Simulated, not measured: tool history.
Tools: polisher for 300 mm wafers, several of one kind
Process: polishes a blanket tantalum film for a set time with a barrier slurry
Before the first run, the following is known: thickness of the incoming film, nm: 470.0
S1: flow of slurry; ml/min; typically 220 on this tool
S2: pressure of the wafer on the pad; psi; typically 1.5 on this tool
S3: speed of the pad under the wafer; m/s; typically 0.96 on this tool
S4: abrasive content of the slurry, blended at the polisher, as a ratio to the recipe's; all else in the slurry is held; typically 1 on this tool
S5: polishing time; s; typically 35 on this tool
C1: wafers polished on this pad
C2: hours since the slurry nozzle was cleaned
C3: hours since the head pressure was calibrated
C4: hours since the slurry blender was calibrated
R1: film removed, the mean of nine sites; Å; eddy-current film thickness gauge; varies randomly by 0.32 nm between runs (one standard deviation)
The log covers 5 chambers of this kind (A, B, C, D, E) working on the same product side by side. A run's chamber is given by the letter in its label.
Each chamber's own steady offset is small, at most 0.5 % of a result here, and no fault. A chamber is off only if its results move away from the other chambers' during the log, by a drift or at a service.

| run | day | S1 | S2 | S3 | S4 | S5 | C1 | C2 | C3 | C4 | R1 |
|---|---|---|---|---|---|---|---|---|---|---|---|
| 1C | 0.404 | 220 | 1.5 | 0.96 | 1 | 35 | 908 | 30.6 | 179.4 | 89.4 | 344.78 |
|  | 0.5 | chamber E: head pressure recalibrated |
|  | 0.504 | chamber B: worn pad replaced by a new one |
| 2D | 0.971 | 220 | 1.5 | 0.96 | 1 | 35 | 1110 | 383.4 | 587.5 | 302.7 | 345.05 |
|  | 0.983 | chamber B: slurry blender recalibrated |
|  | 1.175 | chamber C: worn pad replaced by a new one |
|  | 1.233 | chamber B: slurry nozzle cleaned |
|  | 1.279 | chamber D: worn pad replaced by a new one |
|  | 1.329 | chamber A: head pressure recalibrated |
|  | 1.467 | chamber A: worn pad replaced by a new one |
| 3E | 1.504 | 220 | 1.5 | 0.96 | 1 | 35 | 564 | 195.3 | 24.1 | 60.8 | 347.85 |
| 4B | 1.917 | 220 | 1.5 | 0.96 | 1 | 35 | 496 | 16.4 | 608.5 | 22.5 | 348.85 |
| 5A | 2.317 | 220 | 1.5 | 0.96 | 1 | 35 | 298 | 343.5 | 23.7 | 173.1 | 340.91 |
|  | 2.446 | chamber D: slurry blender recalibrated |
| 6B | 2.617 | 220 | 1.5 | 0.96 | 1 | 35 | 742 | 33.2 | 625.3 | 39.3 | 344.75 |
|  | 3.062 | chamber B: head pressure recalibrated |
| 7D | 3.254 | 220 | 1.5 | 0.96 | 1 | 35 | 694 | 438.2 | 642.3 | 19.5 | 342.99 |
|  | 3.458 | chamber E: worn pad replaced by a new one |
| 8E | 3.888 | 220 | 1.5 | 0.96 | 1 | 35 | 151 | 252.5 | 81.3 | 118 | 344.4 |
| 9A | 4.267 | 220 | 1.5 | 0.96 | 1 | 35 | 983 | 390.3 | 70.5 | 219.9 | 348.91 |
| 10C | 4.842 | 220 | 1.5 | 0.96 | 1 | 35 | 1288 | 137.1 | 285.9 | 195.9 | 356.11 |
|  | 4.912 | chamber B: worn pad replaced by a new one |
| 11C | 5.246 | 220 | 1.5 | 0.96 | 1 | 31 | 1430 | 146.8 | 295.6 | 205.6 | 307.31 |
|  | 5.346 | chamber C: worn pad replaced by a new one |
|  | 5.654 | chamber D: worn pad replaced by a new one |
|  | 5.717 | chamber A: worn pad replaced by a new one |
| 12B | 5.771 | 220 | 1.5 | 0.96 | 1 | 31 | 302 | 108.9 | 65.1 | 115 | 307.14 |
|  | 5.846 | chamber B: slurry blender recalibrated |
|  | 6.025 | chamber D: slurry nozzle cleaned |
|  | 6.025 | chamber A: slurry blender recalibrated |
| 13E | 6.071 | 220 | 1.5 | 0.96 | 1 | 31 | 918 | 304.9 | 133.7 | 170.4 | 305.06 |
|  | 6.212 | chamber E: slurry blender recalibrated |
| 14D | 6.696 | 220 | 1.5 | 0.96 | 1 | 31 | 366 | 16.2 | 724.9 | 102.1 | 304.21 |
|  | 7.171 | chamber E: worn pad replaced by a new one |
| 15A | 7.342 | 220 | 1.5 | 0.96 | 1 | 31 | 571 | 464.1 | 144.3 | 31.7 | 302.05 |
|  | 7.912 | chamber A: slurry nozzle cleaned |
| 16C | 8 | 220 | 1.5 | 0.96 | 1 | 35 | 932 | 212.9 | 361.7 | 271.7 | 340.33 |
| 17A | 8.512 | 220 | 1.5 | 0.96 | 1 | 35 | 982 | 14.4 | 172.4 | 59.8 | 343.09 |
|  | 8.792 | chamber D: head pressure recalibrated |
|  | 8.804 | chamber C: worn pad replaced by a new one |
|  | 8.888 | chamber B: worn pad replaced by a new one |
| 18E | 9.025 | 220 | 1.5 | 0.96 | 1 | 35 | 651 | 375.8 | 204.6 | 67.6 | 342.8 |
|  | 9.204 | chamber A: worn pad replaced by a new one |
| 19B | 9.629 | 220 | 1.5 | 0.96 | 1 | 35 | 261 | 201.5 | 157.7 | 90.9 | 348.3 |
|  | 9.792 | chamber D: worn pad replaced by a new one |
| 20D | 10.212 | 255 | 1.5 | 0.96 | 1 | 30 | 148 | 100.6 | 34.1 | 186.5 | 304.87 |
|  | 10.688 | chamber E: worn pad replaced by a new one |
| 21E | 10.862 | 255 | 1.5 | 0.96 | 1 | 30 | 62 | 419.9 | 248.7 | 111.7 | 300.9 |
|  | 11.088 | chamber B: slurry blender recalibrated |
| 22D | 11.2 | 255 | 1.5 | 0.96 | 1 | 30 | 495 | 124.3 | 57.8 | 210.2 | 297.77 |
| 23C | 11.712 | 255 | 1.5 | 0.96 | 1 | 30 | 1022 | 302 | 450.8 | 360.8 | 290.04 |
|  | 12.217 | chamber C: worn pad replaced by a new one |
| 24A | 12.362 | 255 | 1.5 | 0.96 | 1 | 30 | 1110 | 106.8 | 264.8 | 152.2 | 300.22 |
|  | 12.388 | chamber C: slurry nozzle cleaned |
| 25B | 12.746 | 220 | 1.5 | 0.96 | 1 | 35 | 1355 | 276.3 | 232.5 | 39.8 | 348.87 |
|  | 12.812 | chamber B: worn pad replaced by a new one |
|  | 13.217 | chamber A: worn pad replaced by a new one |
|  | 13.221 | chamber B: slurry nozzle cleaned |
| 26E | 13.375 | 220 | 1.5 | 0.96 | 1 | 30 | 945 | 480.2 | 309 | 172 | 294.9 |
|  | 13.55 | chamber E: slurry nozzle cleaned |
| 27B | 13.988 | 220 | 1.5 | 0.96 | 1 | 30 | 413 | 18.5 | 262.3 | 69.6 | 294.98 |
|  | 14.038 | chamber E: worn pad replaced by a new one |
|  | 14.192 | chamber D: worn pad replaced by a new one |
| 28A | 14.521 | 220 | 1.5 | 0.96 | 1 | 30 | 458 | 158.6 | 316.6 | 204 | 294.12 |
|  | 14.704 | chamber E: slurry blender recalibrated |
| 29D | 14.942 | 220 | 1.5 | 0.96 | 1 | 30 | 264 | 214.1 | 147.6 | 300 | 299.89 |
| 30C | 15.579 | 220 | 1.5 | 0.96 | 1 | 30 | 1180 | 76.6 | 543.6 | 453.6 | 274.8 |
|  | 15.862 | chamber B: slurry blender recalibrated |
|  | 15.888 | chamber C: worn pad replaced by a new one |
| 31E | 16.242 | 220 | 1.5 | 0.96 | 1 | 35 | 774 | 64.7 | 377.8 | 37 | 345.42 |
| 32D | 16.821 | 220 | 1.5 | 0.96 | 1 | 35 | 924 | 259.2 | 192.7 | 345.1 | 345.85 |
|  | 17.15 | chamber B: worn pad replaced by a new one |
| 33B | 17.404 | 220 | 1.5 | 0.96 | 1 | 35 | 89 | 100.5 | 344.3 | 37 | 345.45 |
|  | 17.412 | chamber A: worn pad replaced by a new one |
| 34A | 17.858 | 220 | 1.5 | 0.96 | 1 | 35 | 157 | 238.7 | 396.7 | 284.1 | 341.5 |
|  | 18.308 | chamber E: worn pad replaced by a new one |
| 35C | 18.358 | 220 | 1.5 | 0.66 | 1 | 35 | 868 | 143.3 | 610.3 | 520.3 | 215.9 |
| 36A | 18.992 | 220 | 1.5 | 0.66 | 1 | 35 | 555 | 265.9 | 423.9 | 311.3 | 236.74 |
| 37E | 19.396 | 220 | 1.5 | 0.66 | 1 | 35 | 382 | 140.4 | 453.5 | 112.7 | 236.86 |

The same settings go to every chamber for the next run, one line per chamber below. Forecast the results for each:
| 38A | 19.871 | 220 | 1.5 | 0.96 | 1 | 35 |  |  |  |  | ? |
| 38B | 19.871 | 220 | 1.5 | 0.96 | 1 | 35 |  |  |  |  | ? |
| 38C | 19.871 | 220 | 1.5 | 0.96 | 1 | 35 |  |  |  |  | ? |
| 38D | 19.871 | 220 | 1.5 | 0.96 | 1 | 35 |  |  |  |  | ? |
| 38E | 19.871 | 220 | 1.5 | 0.96 | 1 | 35 |  |  |  |  | ? |

| run | R1 |
|---|---|
| 38A | 348.05 |
| 38B | 344.75 |
| 38C | 314.43 |
| 38D | 343.21 |
| 38E | 347.69 |
